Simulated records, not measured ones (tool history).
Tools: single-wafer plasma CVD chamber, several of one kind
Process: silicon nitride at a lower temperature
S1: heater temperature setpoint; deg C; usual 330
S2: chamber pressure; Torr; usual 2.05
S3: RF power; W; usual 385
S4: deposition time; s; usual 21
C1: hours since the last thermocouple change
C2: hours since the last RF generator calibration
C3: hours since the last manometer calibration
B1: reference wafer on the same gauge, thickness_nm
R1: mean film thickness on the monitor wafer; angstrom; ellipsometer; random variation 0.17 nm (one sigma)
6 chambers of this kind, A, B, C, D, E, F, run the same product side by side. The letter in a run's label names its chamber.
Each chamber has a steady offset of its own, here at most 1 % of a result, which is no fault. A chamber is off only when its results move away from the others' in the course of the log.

run	hour	S1	S2	S3	S4	C1	C2	C3	B1	R1
1E	10.0	330	2.05	385	21	1182.3	977.1	1125.4	28.985	319.53
2C	17.5	330	2.05	385	21	1482.0	1867.7	225.0	29.005	314.36
# hour 25.9: chamber F: capacitance manometer re-zeroed and calibrated
3B	27.7	330	2.05	385	21	1303.9	657.4	99.1	28.980	308.68
4A	36.9	330	2.05	385	21	432.6	148.2	94.0	29.023	314.12
5F	46.1	330	2.05	385	21	1030.5	924.1	20.2	28.982	313.63
6D	54.0	330	2.05	385	21	955.9	1880.9	663.7	28.993	309.50
7A	59.5	330	2.05	385	21	455.2	170.8	116.6	29.029	312.68
8C	67.2	330	2.05	385	21	1531.7	1917.4	274.7	29.027	314.06
9D	73.8	330	2.05	385	21	975.7	1900.7	683.5	29.004	311.93
10F	81.6	330	2.05	385	21	1066.0	959.6	55.7	29.024	310.06
11E	90.6	330	2.05	385	21	1262.9	1057.7	1206.0	28.977	315.10
12B	99.7	342	2.22	385	21	1375.9	729.4	171.1	28.986	314.84
13D	105.3	342	2.22	385	21	1007.2	1932.2	715.0	29.006	320.21
14B	117.8	342	2.22	385	21	1394.0	747.5	189.2	28.966	313.50
# hour 125.7: chamber C: RF generator calibrated
15E	128.4	342	2.22	385	21	1300.7	1095.5	1243.8	28.985	319.43
16F	135.6	342	2.22	385	21	1120.0	1013.6	109.7	28.984	319.16
17C	146.8	342	2.22	385	21	1611.3	21.2	354.3	28.975	317.98
18A	153.1	330	2.05	385	21	548.8	264.4	210.2	28.983	310.65
19B	165.6	330	2.05	385	21	1441.8	795.3	237.0	28.963	311.18
20E	177.0	330	2.05	385	21	1349.3	1144.1	1292.4	28.997	308.97
21C	184.5	330	2.05	385	21	1649.0	58.9	392.0	29.004	311.75
22D	192.9	330	2.05	385	21	1094.8	2019.8	802.6	29.041	312.86
23A	200.5	330	2.05	385	21	596.2	311.8	257.6	28.958	313.22
# hour 204.8: chamber F: RF generator calibrated
24F	212.6	330	2.48	430	21	1197.0	7.9	186.7	29.002	352.88
25C	220.1	330	2.48	430	21	1684.6	94.5	427.6	28.987	352.58
26B	231.9	330	2.48	430	21	1508.1	861.6	303.3	28.991	349.23
27F	242.4	330	2.48	430	21	1226.8	37.7	216.5	29.000	348.99
28A	248.1	330	2.48	430	21	643.8	359.4	305.2	28.995	352.48
29E	253.7	330	2.48	430	21	1426.0	1220.8	1369.1	29.058	342.74
30D	260.6	330	2.05	385	21	1162.5	2087.5	870.3	28.976	310.71
31E	271.4	330	2.05	385	21	1443.7	1238.5	1386.8	29.026	304.60
# hour 277.5: chamber D: RF generator calibrated
32C	278.0	330	2.05	385	21	1742.5	152.4	485.5	28.982	316.53
33A	284.0	330	2.05	385	21	679.7	395.3	341.1	29.011	311.15
34F	293.3	330	2.05	385	21	1277.7	88.6	267.4	28.992	314.34
35B	301.3	330	2.05	385	21	1577.5	931.0	372.7	28.983	310.47
36D	309.3	330	2.05	385	21	1211.2	31.8	919.0	28.994	310.57
37C	316.3	330	2.05	385	21	1780.8	190.7	523.8	28.979	311.80
38D	323.6	330	2.05	385	21	1225.5	46.1	933.3	28.973	313.86
39E	331.3	330	2.05	385	21	1503.6	1298.4	1446.7	29.004	304.28
40A	340.2	320	2.05	385	21	735.9	451.5	397.3	29.013	313.95

Next, every chamber runs the same settings. What will each give?
41A	349.3	330	2.25	385	21					?
41B	349.3	330	2.25	385	21					?
41C	349.3	330	2.25	385	21					?
41D	349.3	330	2.25	385	21					?
41E	349.3	330	2.25	385	21					?
41F	349.3	330	2.25	385	21					?

run	R1
41A	321.02
41B	320.11
41C	319.60
41D	317.76
41E	306.33
41F	320.20
